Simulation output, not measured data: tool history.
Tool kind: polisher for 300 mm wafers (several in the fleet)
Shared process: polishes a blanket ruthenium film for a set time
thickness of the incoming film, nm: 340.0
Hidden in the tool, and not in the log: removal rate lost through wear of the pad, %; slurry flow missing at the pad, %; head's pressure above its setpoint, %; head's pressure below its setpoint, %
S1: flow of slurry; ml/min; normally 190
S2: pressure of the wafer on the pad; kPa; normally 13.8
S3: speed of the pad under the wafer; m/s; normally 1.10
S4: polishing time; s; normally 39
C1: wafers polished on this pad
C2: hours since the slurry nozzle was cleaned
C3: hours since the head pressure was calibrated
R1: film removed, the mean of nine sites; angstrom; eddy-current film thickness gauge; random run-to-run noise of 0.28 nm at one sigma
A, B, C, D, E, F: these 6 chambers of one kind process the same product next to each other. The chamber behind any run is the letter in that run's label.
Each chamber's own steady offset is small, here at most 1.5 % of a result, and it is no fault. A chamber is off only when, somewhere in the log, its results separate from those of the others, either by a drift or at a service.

run,hour,S1,S2,S3,S4,C1,C2,C3,R1
1F,7.8,190,13.8,1.10,39,867,602.9,32.3,465.39
2A,13.2,190,13.8,1.10,39,643,42.5,780.6,460.05
3C,17.1,190,13.8,1.10,39,791,24.1,140.0,465.93
4B,20.7,190,13.8,1.10,39,846,691.2,40.8,458.21
# hour 21.7: chamber B: worn pad replaced by a new one
5E,26.7,190,13.8,1.10,39,1008,624.5,607.0,471.90
# hour 27.8: chamber C: worn pad replaced by a new one
# hour 31.3: chamber F: worn pad replaced by a new one
6D,31.5,190,13.8,1.10,39,799,133.6,118.7,466.96
7F,37.8,190,13.8,1.10,39,110,632.9,62.3,460.91
# hour 42.9: chamber D: worn pad replaced by a new one
# hour 43.4: chamber B: slurry nozzle cleaned
8D,44.2,190,13.8,1.10,39,22,146.3,131.4,465.22
# hour 48.6: chamber E: worn pad replaced by a new one
9B,51.9,190,13.8,1.10,39,508,8.6,72.0,457.78
10C,58.1,190,12.4,1.34,39,510,65.1,181.0,510.50
11E,63.2,190,12.4,1.34,39,246,661.0,643.5,515.34
# hour 65.4: chamber A: worn pad replaced by a new one
# hour 66.4: chamber B: worn pad replaced by a new one
12A,70.8,190,12.4,1.34,39,91,100.1,838.2,512.62
13C,74.1,190,12.4,1.34,39,779,81.1,197.0,507.90
14F,80.6,190,12.4,1.34,39,830,675.7,105.1,509.03
15E,86.4,190,12.4,1.34,39,636,684.2,666.7,514.50
16A,91.9,190,13.8,1.10,39,446,121.2,859.3,459.07
# hour 96.6: chamber C: worn pad replaced by a new one
17D,98.9,190,13.8,1.10,39,943,201.0,186.1,458.99
# hour 100.9: chamber D: worn pad replaced by a new one
18B,104.3,190,13.8,1.10,39,638,61.0,124.4,453.36
# hour 109.0: chamber E: slurry nozzle cleaned
# hour 109.9: chamber E: head pressure recalibrated
# hour 111.5: chamber B: worn pad replaced by a new one
19C,111.6,190,13.8,1.10,39,253,118.6,234.5,466.42
# hour 114.3: chamber F: worn pad replaced by a new one
20E,116.7,190,13.8,1.10,39,1146,7.7,6.8,467.54
21A,123.4,190,13.8,1.10,39,976,152.7,890.8,468.43
22D,129.8,190,13.8,1.10,39,487,231.9,217.0,450.59
# hour 131.7: chamber E: worn pad replaced by a new one
23B,133.8,190,13.8,1.10,39,376,90.5,153.9,458.75
24F,137.5,190,9.7,1.10,53,391,732.6,162.0,435.52
25D,142.8,190,9.7,1.10,53,706,244.9,230.0,426.58
# hour 143.4: chamber F: slurry nozzle cleaned
# hour 145.1: chamber A: worn pad replaced by a new one
26B,149.5,190,9.7,1.10,53,640,106.2,169.6,439.71
# hour 154.0: chamber C: worn pad replaced by a new one
27C,154.2,190,9.7,1.10,53,4,161.2,277.1,439.42
# hour 154.3: chamber D: worn pad replaced by a new one
# hour 157.3: chamber B: worn pad replaced by a new one
28E,158.4,190,9.7,1.10,53,450,49.4,48.5,447.37
29F,162.1,190,9.7,1.10,53,805,18.8,186.6,433.08
30A,168.8,190,13.8,1.10,39,398,198.1,936.2,457.02
31B,172.2,190,13.8,1.10,39,251,128.9,192.3,456.86
32A,179.5,245,13.8,1.10,39,578,208.8,946.9,478.39
# hour 187.1: chamber A: slurry nozzle cleaned
33E,187.2,245,13.8,1.10,39,935,78.2,77.3,482.52
34F,190.9,245,13.8,1.10,39,1290,47.6,215.4,475.59
35C,197.0,245,13.8,1.10,39,724,204.0,319.9,473.59
# hour 201.7: chamber E: worn pad replaced by a new one
36D,203.2,245,13.8,1.10,39,823,305.3,290.4,455.81
# hour 203.8: chamber F: worn pad replaced by a new one
# hour 203.8: chamber B: worn pad replaced by a new one
# hour 204.6: chamber D: worn pad replaced by a new one
37A,206.6,245,13.8,1.10,39,1035,19.6,974.0,475.37
38F,210.9,190,13.8,1.10,39,119,67.6,235.4,458.02
39B,215.8,190,13.8,1.10,39,202,172.5,235.9,453.63
# hour 221.6: chamber C: worn pad replaced by a new one
40C,221.9,190,13.8,1.10,39,5,228.9,344.8,462.32
41D,227.7,190,13.8,1.10,39,389,329.8,314.9,433.03
42E,234.7,190,13.8,1.10,39,556,125.7,124.8,467.00

Is one chamber off against the others, does the gauge drift, or is nothing wrong? If a chamber is off, say which, and what the likeliest cause is.

It is chamber D that slowly wanders off from its peers.
What lies behind it: slurry flow missing at the pad, % = 32.9.
The log may not separate it from: head's pressure below its setpoint, %.

Below are 4 candidate recipes for chamber D's next run, each the usual settings with a change, their results shown as question marks. Which of them brings D's results back in line with what the other chambers give on the usual settings?
In line means no further than this from the other chambers' mean on the usual settings: R1 9.80 angstrom
43D-1,240.2,190,13.8,1.24,39,,,,?
43D-2,240.2,190,13.8,1.14,40,,,,?
43D-3,240.2,190,13.8,1.02,39,,,,?
43D-4,240.2,190,13.1,1.10,36,,,,?

What the other chambers average on the usual settings: R1 462.16 angstrom
run,R1
43D-1,485.87
43D-2,458.39
43D-3,400.19
43D-4,378.01
Change 43D-2 lands the chamber within the allowed miss of the other chambers.
